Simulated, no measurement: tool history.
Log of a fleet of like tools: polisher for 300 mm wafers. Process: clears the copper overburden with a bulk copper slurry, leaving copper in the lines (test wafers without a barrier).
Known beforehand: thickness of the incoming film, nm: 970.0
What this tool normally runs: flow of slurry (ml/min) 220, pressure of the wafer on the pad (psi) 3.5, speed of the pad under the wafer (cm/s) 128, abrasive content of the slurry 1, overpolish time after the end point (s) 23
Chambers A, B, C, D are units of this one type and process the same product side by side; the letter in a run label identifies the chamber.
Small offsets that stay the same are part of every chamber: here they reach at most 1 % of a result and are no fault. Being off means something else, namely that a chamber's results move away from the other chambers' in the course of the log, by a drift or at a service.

run	hour	flow of slurry (ml/min)	pressure of the wafer on the pad (psi)	speed of the pad under the wafer (cm/s)	abrasive content of the slurry	overpolish time after the end point (s)	time until the end point was called (s)	dishing of a wide line in a test structure (Å)
# hour 2.5: chamber C: worn pad replaced by a new one
# hour 4.8: chamber C: slurry blender recalibrated
1A	9.7	220	3.5	128	1	23	58.961	1324.1
2B	18	220	3.5	128	1	23	56.537	1397.5
3D	27.9	220	3.5	128	1	23	58.894	1366.2
4C	33.3	220	3.5	128	1	23	57.494	1444.5
5C	43.1	220	3.5	128	1	23	59.25	1425.2
6D	50.9	220	3.5	128	1	23	58.196	1410.1
# hour 51.4: chamber D: worn pad replaced by a new one
# hour 56.8: chamber A: worn pad replaced by a new one
# hour 57.8: chamber A: slurry blender recalibrated
7B	57.9	220	3.5	128	1	23	57.386	1420.3
# hour 61.9: chamber D: slurry blender recalibrated
8A	65.4	220	3.5	128	1	23	58.258	1361.3
# hour 68.8: chamber B: head pressure recalibrated
# hour 72: chamber D: head pressure recalibrated
9D	72	220	3.5	128	1	23	57.629	1362.7
10A	82.1	220	2.6	128	1	23	78.661	1161
# hour 83.8: chamber B: worn pad replaced by a new one
11C	88.2	220	2.6	128	1	23	76.555	1181.7
12B	96.2	220	2.6	128	1	23	78.144	1168.1
13A	104.8	220	2.6	128	1	23	79.097	1168.6
# hour 114.4: chamber C: worn pad replaced by a new one
14C	115.4	220	3.5	128	1	23	57.777	1405.4
# hour 119.1: chamber D: worn pad replaced by a new one
# hour 121.5: chamber C: slurry blender recalibrated
15D	121.9	220	3.5	128	1	23	57.564	1342
16B	129	220	3.5	128	1	23	56.734	1361.1
17D	134.6	220	3.5	128	1	23	57.387	1437.3
# hour 136.1: chamber B: slurry blender recalibrated
18A	145.7	220	3.5	128	1	23	58.246	1408.7
19B	152	220	3.5	154	1	23	48.852	1486.7
20C	157.1	220	3.5	154	1	23	48.047	1445.9
21B	163.9	220	3.5	154	1	23	48.828	1492.9
22C	174.4	220	3.5	154	1	23	47.865	1419.8
# hour 176.9: chamber B: worn pad replaced by a new one
# hour 183.8: chamber A: worn pad replaced by a new one
23D	186	275	3.5	128	1	23	55.906	1376.9
# hour 190.2: chamber D: worn pad replaced by a new one
24A	195.2	275	3.5	128	1	23	56.724	1371.4
25C	203.2	275	3.5	128	1	23	56.947	1385.9
26B	209.2	275	3.5	128	1	23	55.994	1417.4
27A	214.9	220	3.5	128	1	23	58.019	1400.3
28D	221	220	2.7	128	1.25	23	70.752	1229.5
29A	227.2	220	2.7	128	1.25	23	72.615	1261
30B	232.5	220	2.7	128	1.25	23	71.772	1263.4
31D	241.2	220	2.7	128	1.25	23	71.753	1247
32C	251.5	220	3.5	128	1	23	57.214	1442.9
# hour 253.7: chamber C: slurry blender recalibrated
# hour 259.2: chamber C: worn pad replaced by a new one
33A	260.8	220	3.5	128	1	23	59.277	1389.5
34B	272	220	3.5	108	1	23	67.73	1345.4
# hour 274.5: chamber D: worn pad replaced by a new one
# hour 276: chamber B: worn pad replaced by a new one
35D	278.5	220	3.5	108	1	23	68.292	1320
# hour 285.8: chamber D: slurry blender recalibrated
36C	288.1	220	3.5	108	1	23	69.307	1335.5
37B	296.6	220	3.5	108	1	23	68.713	1232.6
38A	301.7	220	3.5	128	1	23	57.672	1370.9
39D	312.9	220	3.5	128	1	23	57.821	1381.3
# hour 317.9: chamber A: worn pad replaced by a new one
40C	319.9	220	3.5	128	1	23	57.256	1392.4
# hour 331.2: chamber B: head pressure recalibrated
41D	331.4	220	3.5	128	1	23	56.64	1409.1
42B	341.9	220	3.5	128	1	23	57.4	1381.7
43C	348.9	220	3.5	128	1	23	57.09	1397.4
44A	357.2	220	3.5	128	1	23	58.15	1395.7

Is one chamber out of step, is the gauge drifting, or do the chambers differ by no more than their own small offsets? For an off chamber, give its letter and the likeliest cause.

The fleet is healthy, with each chamber sitting at its usual small offset and no drift in the gauge.

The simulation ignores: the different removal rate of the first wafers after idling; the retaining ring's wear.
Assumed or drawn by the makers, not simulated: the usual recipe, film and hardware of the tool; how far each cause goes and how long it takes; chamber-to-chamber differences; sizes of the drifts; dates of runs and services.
